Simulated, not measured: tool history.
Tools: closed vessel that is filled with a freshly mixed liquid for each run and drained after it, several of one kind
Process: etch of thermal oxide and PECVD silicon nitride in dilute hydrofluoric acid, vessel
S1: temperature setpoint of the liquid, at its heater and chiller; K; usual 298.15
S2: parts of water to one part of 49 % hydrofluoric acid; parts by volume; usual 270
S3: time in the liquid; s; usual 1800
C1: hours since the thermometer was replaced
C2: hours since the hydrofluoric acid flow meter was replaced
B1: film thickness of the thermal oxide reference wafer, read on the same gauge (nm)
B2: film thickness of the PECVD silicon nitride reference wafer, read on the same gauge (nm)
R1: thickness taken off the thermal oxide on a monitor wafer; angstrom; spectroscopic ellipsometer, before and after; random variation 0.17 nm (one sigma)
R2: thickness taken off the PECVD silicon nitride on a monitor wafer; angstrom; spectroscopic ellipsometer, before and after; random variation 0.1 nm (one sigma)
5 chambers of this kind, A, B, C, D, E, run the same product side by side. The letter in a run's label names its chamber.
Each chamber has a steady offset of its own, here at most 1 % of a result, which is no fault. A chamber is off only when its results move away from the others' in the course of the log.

run	hour	S1	S2	S3	C1	C2	B1	B2	R1	R2
1D	4.2	298.15	270	1800	550.4	606.8	119.99	90	264.55	173.53
2C	7.4	298.15	270	1800	49.5	1952.1	120	90	266.79	175.85
3B	10.3	298.15	270	1800	1665.7	745.6	120	90.03	266.23	175.87
4E	14.9	298.15	270	1800	483	1939.9	119.99	90.011	264.22	176.39
5A	17.5	298.15	325	1125	788.2	351.5	120.01	89.983	128.8	90.221
6C	21.1	298.15	325	1125	63.2	1965.8	120	90.014	129.57	89.797
7D	25.8	298.15	325	1125	572	628.4	119.99	90.012	129.31	90.299
8A	29.2	298.15	325	1125	799.9	363.2	119.99	90.001	130.26	90.735
9E	31.5	298.15	325	1125	499.6	1956.5	120.01	90.015	130.34	91.604
10B	36	298.15	270	1800	1691.4	771.3	119.99	89.999	264.36	175.23
11E	40.3	298.15	270	1800	508.4	1965.3	120.01	90.005	264.6	177.19
12C	45.5	295.15	270	1800	87.6	1990.2	120.01	90.018	236.27	144.63
13A	47.9	295.15	270	1800	818.6	381.9	120	89.997	236.68	145.32
14B	51	295.15	270	1800	1706.4	786.3	119.98	90.003	239.67	144.6
15D	54.8	295.15	270	1800	601	657.4	120	90.015	239.69	143.94
16D	57	295.15	270	1800	603.2	659.6	120	90.014	239.19	143.69
17A	60.5	298.15	270	1800	831.2	394.5	120	90.006	264.9	174.48
18E	63.7	298.15	335	2375	531.8	1988.7	119.99	90.003	264.43	189.36
19B	67.9	298.15	335	2375	1723.3	803.2	120	90.003	261.55	187.4
20C	72.5	298.15	335	2375	114.6	2017.2	120.01	89.971	260.25	186.29
21E	77.6	298.15	335	2375	545.7	2002.6	119.99	90.02	263.34	188.43
22C	82	298.15	335	2375	124.1	2026.7	120	90.006	262.35	186.64
23A	85.8	298.15	270	1800	856.5	419.8	120.01	90.001	262.62	174.39
24D	90.6	298.15	270	1800	636.8	693.2	120.01	90.014	271.58	175.74
25B	94	298.15	270	1800	1749.4	829.3	120	89.987	266.6	175.58
26B	98	300.15	160	1800	1753.4	833.3	120	90.025	546.28	338.01
27C	100.6	300.15	160	1800	142.7	2045.3	120	90	539.79	333.21
28D	103.8	300.15	160	1800	650	706.4	119.99	89.979	560.16	340.02
29A	108.1	300.15	160	1800	878.8	442.1	119.99	90.023	540.61	337.49
30E	112.1	300.15	160	1800	580.2	2037.1	120	90.006	534.59	336.49
31E	116.5	298.15	270	1800	584.6	2041.5	119.99	90.005	264.92	175.2
32C	119.8	298.15	270	2675	161.9	2064.5	119.99	90.017	392.18	260.56
33D	124.6	298.15	270	2675	670.8	727.2	120	90.01	413.12	266.88
34B	129.5	298.15	270	2675	1784.9	864.8	120.01	90.018	398.41	262.78
35A	134.2	298.15	270	2675	904.9	468.2	120	90.023	392.02	258.24
36D	136.7	298.15	270	2675	682.9	739.3	120	90.014	415.05	268.16
37B	139.6	293.65	360	1800	1795	874.9	120	89.996	155.07	100.46
38A	144.1	293.65	360	1800	914.8	478.1	119.99	90.004	153.82	99.782
39C	148.4	293.65	360	1800	190.5	2093.1	120	89.99	156.3	99.105

All 5 chambers run these settings next. Forecast each chamber's results:
40A	152.1	298.15	380	1800					?	?
40B	152.1	298.15	380	1800					?	?
40C	152.1	298.15	380	1800					?	?
40D	152.1	298.15	380	1800					?	?
40E	152.1	298.15	380	1800					?	?

run	R1	R2
40A	166.46	124.08
40B	169.91	124.37
40C	167.13	125.1
40D	178	128.04
40E	169.96	125.19

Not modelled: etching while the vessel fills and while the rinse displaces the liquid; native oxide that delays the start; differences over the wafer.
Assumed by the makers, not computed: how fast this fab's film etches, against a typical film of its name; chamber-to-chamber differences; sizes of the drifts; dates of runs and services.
